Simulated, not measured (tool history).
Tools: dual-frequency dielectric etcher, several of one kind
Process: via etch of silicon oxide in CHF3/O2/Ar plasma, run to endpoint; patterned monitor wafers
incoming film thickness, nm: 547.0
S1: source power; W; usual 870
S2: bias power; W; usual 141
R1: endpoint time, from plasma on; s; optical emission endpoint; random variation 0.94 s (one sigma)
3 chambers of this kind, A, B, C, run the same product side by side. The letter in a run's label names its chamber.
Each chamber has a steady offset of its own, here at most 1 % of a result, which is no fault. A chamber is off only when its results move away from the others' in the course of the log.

run  hour    S1   S2      R1
 1C   2.6   870  141  261.31
 2A   6.5   870  141  260.07
 3B   8.8   870  141  256.89
 4A  12.7   870  141  261.09
 5B  14.7   870  141  257.63
 6C  16.7   870  141  261.53
 7B  19.9   870  141  259.25
 8A  22.1   870  141  260.53
 9C  24.1  1070  162  229.87
10C  26.4  1070  162  230.66
11A  30.6  1070  162  230.65
12B  32.9   870  141  258.39
13A  35.2   870  141  260.06
14C  38.5   870  141  262.26
15B  42.9  1000  112  258.65
16C  45.5  1000  112  264.77
17B  49.5  1000  112  258.87
18A  53.9   870  141  259.58
19B  56.9   870  141  255.81
20C  60.7   870  141  260.57
21A  63.2   870  141  259.59
22A  65.6   870  141  259.01
23B  69.8   870  141  258.43

What goes on in this fleet: one chamber off, a drifting gauge, or nothing beyond the chambers' own small offsets? Name the chamber and the cause, if any.

No chamber stands off beyond its own small offset, and the gauge holds steady.
